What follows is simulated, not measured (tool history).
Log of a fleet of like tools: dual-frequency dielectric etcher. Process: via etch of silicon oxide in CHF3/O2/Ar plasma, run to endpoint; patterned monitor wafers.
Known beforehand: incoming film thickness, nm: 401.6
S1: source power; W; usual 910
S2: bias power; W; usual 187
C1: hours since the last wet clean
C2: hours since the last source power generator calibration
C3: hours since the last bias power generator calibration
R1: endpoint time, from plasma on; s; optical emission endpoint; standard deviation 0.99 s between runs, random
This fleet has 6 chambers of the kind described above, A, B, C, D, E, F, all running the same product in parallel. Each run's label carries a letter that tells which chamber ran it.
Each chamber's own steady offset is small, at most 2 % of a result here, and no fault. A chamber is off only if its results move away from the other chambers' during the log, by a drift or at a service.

run,day,S1,S2,C1,C2,C3,R1
1D,0.225,910,187,106.8,1378.9,515.8,171.6
2B,0.467,910,187,219.1,733.8,1054,171.17
3F,0.675,910,187,378.9,142.5,2853,170.85
4A,0.904,910,187,209.8,609.9,2983.4,165.62
5E,1.038,1110,187,55.9,319.2,1387.3,159.32
6C,1.171,1110,187,295,1561.4,111.5,158.12
7B,1.388,1110,187,241.2,755.9,1076.1,159.92
8F,1.633,1110,187,401.9,165.5,2876,158.31
9D,1.867,1110,187,146.2,1418.3,555.2,159.43
10E,2.096,1110,187,81.3,344.6,1412.7,159.35
11C,2.242,910,187,320.7,1587.1,137.2,169.91
12A,2.492,910,187,247.9,648,3021.5,166.64
13C,2.629,1070,208,330,1596.4,146.5,155.2
14B,2.792,1070,208,274.9,789.6,1109.8,154.47
15E,3.05,1070,208,104.2,367.5,1435.6,154.1
16D,3.233,1070,208,179,1451.1,588,155.96
# day 3.358: chamber F: wet clean of the chamber
17A,3.471,1070,208,271.4,671.5,3045,151.15
18F,3.583,1070,208,5.5,212.3,2922.8,164.93
19C,3.758,910,187,357.1,1623.5,173.6,171.75
20D,3.908,910,187,195.2,1467.3,604.2,173.91
21A,4.062,910,223,285.6,685.7,3059.2,158.65
22B,4.183,910,223,308.3,823,1143.2,162.2
23E,4.329,910,223,134.9,398.2,1466.3,160.97
24F,4.504,910,223,27.6,234.4,2944.9,168.89
25C,4.729,910,223,380.4,1646.8,196.9,160.86
26A,4.871,910,223,305,705.1,3078.6,159.81
27D,5.046,910,187,222.5,1494.6,631.5,173.02
# day 5.25: chamber C: wet clean of the chamber
28E,5.283,910,187,157.8,421.1,1489.2,172.45
29B,5.454,810,217,338.8,853.5,1173.7,171.64
30F,5.642,810,217,54.9,261.7,2972.2,180.14
31C,5.888,810,217,15.3,1674.6,224.7,169.08
32B,6.079,810,217,353.8,868.5,1188.7,171.4
33E,6.308,810,217,182.4,445.7,1513.8,171.27
# day 6.388: chamber A: wet clean of the chamber
34F,6.542,810,217,76.5,283.3,2993.8,180.12
35D,6.729,910,187,262.9,1535,671.9,172.43
36A,6.892,910,187,12.1,753.6,3127.1,168.17
37D,7.058,910,187,270.8,1542.9,679.8,174.72
38F,7.275,910,187,94.1,300.9,3011.4,181.93
39C,7.421,910,187,52.1,1711.4,261.5,170.52

The same settings go to every chamber for the next run, one line per chamber below. Forecast the results for each:
40A,7.604,910,187,,,,?
40B,7.604,910,187,,,,?
40C,7.604,910,187,,,,?
40D,7.604,910,187,,,,?
40E,7.604,910,187,,,,?
40F,7.604,910,187,,,,?

run,R1
40A,168.55
40B,171.37
40C,168.15
40D,171.82
40E,170.93
40F,180.18
